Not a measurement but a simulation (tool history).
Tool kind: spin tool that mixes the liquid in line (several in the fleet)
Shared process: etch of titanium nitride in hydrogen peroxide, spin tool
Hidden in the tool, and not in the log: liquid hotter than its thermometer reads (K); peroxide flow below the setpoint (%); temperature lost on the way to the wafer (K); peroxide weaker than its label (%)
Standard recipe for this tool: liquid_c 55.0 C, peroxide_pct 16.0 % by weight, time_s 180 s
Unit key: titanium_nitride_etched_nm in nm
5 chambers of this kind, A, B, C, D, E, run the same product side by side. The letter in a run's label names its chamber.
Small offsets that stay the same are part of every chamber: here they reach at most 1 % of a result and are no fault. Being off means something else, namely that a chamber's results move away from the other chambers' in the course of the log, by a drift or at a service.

run   hour  liquid_c  peroxide_pct  time_s  hours since the thermometer was replaced  hours since the peroxide flow meter was replaced  hours since the heated supply line was repaired  hours since the drum of peroxide was connected  read-back film thickness of the titanium nitride reference wafer, read on the same gauge (nm)  titanium_nitride_etched_nm
 1D    4.6      55.0          16.0     180                                     739.4                                             513.5                                           1314.5                                           187.5                                                                                         40.042                      6.2128
 2A   11.3      55.0          16.0     180                                     230.2                                            1016.9                                           1464.1                                           982.3                                                                                         39.997                      6.1030
 3B   17.6      55.0          16.0     180                                     544.8                                             736.0                                           2314.8                                           302.1                                                                                         39.997                      6.1147
 4C   24.7      55.0          16.0     180                                     422.7                                             910.0                                           1861.8                                          1192.5                                                                                         40.016                      6.0169
 5E   31.2      55.0          16.0     180                                    2455.7                                            1632.3                                           2170.0                                           403.7                                                                                         40.009                      6.0266
 6C   34.8      55.0          16.0     180                                     432.8                                             920.1                                           1871.9                                          1202.6                                                                                         40.033                      6.0831
 7E   42.6      55.0          16.0     180                                    2467.1                                            1643.7                                           2181.4                                           415.1                                                                                         40.037                      6.0597
      44.2  -- chamber A: new drum of peroxide connected
      47.7  -- chamber B: new drum of peroxide connected
 8B   49.3      55.0          16.0     180                                     576.5                                             767.7                                           2346.5                                             1.7                                                                                         39.980                      6.0466
 9A   54.4      55.0          16.0     180                                     273.3                                            1060.0                                           1507.2                                            10.3                                                                                         39.988                      6.0999
10D   58.1      55.0          16.0     180                                     792.9                                             567.0                                           1368.0                                           241.0                                                                                         39.986                      6.1156
11E   62.5      64.5          18.0     180                                    2487.0                                            1663.6                                           2201.3                                           435.0                                                                                         39.993                     11.9700
12C   65.9      64.5          18.0     180                                     463.9                                             951.2                                           1903.0                                          1233.7                                                                                         39.970                     11.9960
      67.6  -- chamber A: peroxide flow meter replaced
13D   70.8      64.5          18.0     180                                     805.6                                             579.7                                           1380.7                                           253.7                                                                                         40.005                     12.3520
14B   76.9      64.5          18.0     180                                     604.1                                             795.3                                           2374.1                                            29.3                                                                                         40.012                     12.0850
15A   84.1      64.5          18.0     180                                     303.0                                              16.6                                           1536.9                                            40.0                                                                                         40.000                     11.9620
16E   88.3      55.0          12.5     180                                    2512.8                                            1689.4                                           2227.1                                           460.8                                                                                         40.030                      5.6933
17B   92.0      55.0          12.5     180                                     619.2                                             810.4                                           2389.2                                            44.4                                                                                         40.021                      5.7299
      95.4  -- chamber C: peroxide flow meter replaced
18D   98.4      55.0          12.5     180                                     833.2                                             607.3                                           1408.3                                           281.3                                                                                         40.030                      5.9530
19A  104.6      55.0          12.5     180                                     323.5                                              37.1                                           1557.4                                            60.5                                                                                         39.992                      5.8125
20C  111.5      55.0          12.5     180                                     509.5                                              16.2                                           1948.6                                          1279.3                                                                                         40.006                      5.7654
21B  116.9      55.0          16.0     180                                     644.1                                             835.3                                           2414.1                                            69.3                                                                                         39.956                      6.2239
22C  124.3      55.0          16.0     180                                     522.3                                              29.0                                           1961.4                                          1292.1                                                                                         40.011                      6.1333
23E  129.9      55.0          18.0     180                                    2554.4                                            1731.0                                           2268.7                                           502.4                                                                                         39.990                      6.0969
     131.2  -- chamber E: peroxide flow meter replaced
24A  134.3      55.0          18.0     180                                     353.2                                              66.8                                           1587.1                                            90.2                                                                                         40.025                      6.3701
25D  141.6      55.0          18.0     180                                     876.4                                             650.5                                           1451.5                                           324.5                                                                                         40.002                      6.2120
26A  147.0      55.0          18.0     180                                     365.9                                              79.5                                           1599.8                                           102.9                                                                                         40.007                      6.2824
27B  151.4      55.0          18.0     180                                     678.6                                             869.8                                           2448.6                                           103.8                                                                                         40.034                      6.1053
28D  155.0      55.0          16.0     180                                     889.8                                             663.9                                           1464.9                                           337.9                                                                                         40.044                      6.1084
29C  161.0      55.0          17.5     245                                     559.0                                              65.7                                           1998.1                                          1328.8                                                                                         39.959                      8.4022
30E  164.8      55.0          17.5     245                                    2589.3                                              33.6                                           2303.6                                           537.3                                                                                         40.005                      8.0961
31A  170.5      55.0          17.5     245                                     389.4                                             103.0                                           1623.3                                           126.4                                                                                         40.026                      8.4656
32B  177.8      55.0          17.5     245                                     705.0                                             896.2                                           2475.0                                           130.2                                                                                         40.007                      8.4299
33E  181.3      55.0          17.5     245                                    2605.8                                              50.1                                           2320.1                                           553.8                                                                                         40.007                      7.9917
     184.0  -- chamber D: new drum of peroxide connected
34C  188.9      55.0          16.0     180                                     586.9                                              93.6                                           2026.0                                          1356.7                                                                                         39.994                      6.0607
35D  195.5      55.0          16.0     180                                     930.3                                             704.4                                           1505.4                                            11.5                                                                                         39.958                      6.0704
36B  201.6      64.0          16.0     100                                     728.8                                             920.0                                           2498.8                                           154.0                                                                                         39.954                      6.3666
37C  208.0      64.0          16.0     100                                     606.0                                             112.7                                           2045.1                                          1375.8                                                                                         39.979                      6.3675
     210.0  -- chamber C: new drum of peroxide connected
38A  212.4      64.0          16.0     100                                     431.3                                             144.9                                           1665.2                                           168.3                                                                                         40.015                      6.1134
39D  220.1      64.0          16.0     100                                     954.9                                             729.0                                           1530.0                                            36.1                                                                                         40.023                      6.3141
40E  224.8      64.0          16.0     100                                    2649.3                                              93.6                                           2363.6                                           597.3                                                                                         39.965                      5.9415
41A  229.9      55.0          16.0     180                                     448.8                                             162.4                                           1682.7                                           185.8                                                                                         40.019                      6.1422
42B  233.9      55.0          16.0     180                                     761.1                                             952.3                                           2531.1                                           186.3                                                                                         40.017                      6.0841
43E  238.4      55.0          16.0     180                                    2662.9                                             107.2                                           2377.2                                           610.9                                                                                         40.009                      5.6619
44C  242.7      55.0          16.0     180                                     640.7                                             147.4                                           2079.8                                            32.7                                                                                         39.966                      6.0695

Next, every chamber runs the same settings. What will each give?
45A  248.3      55.0          16.0     180                                                                                                                                                                                                                                                                                                                       ?
45B  248.3      55.0          16.0     180                                                                                                                                                                                                                                                                                                                       ?
45C  248.3      55.0          16.0     180                                                                                                                                                                                                                                                                                                                       ?
45D  248.3      55.0          16.0     180                                                                                                                                                                                                                                                                                                                       ?
45E  248.3      55.0          16.0     180                                                                                                                                                                                                                                                                                                                       ?

run  titanium_nitride_etched_nm
45A                      6.0847
45B                      6.0967
45C                      6.1078
45D                      6.0071
45E                      5.6056
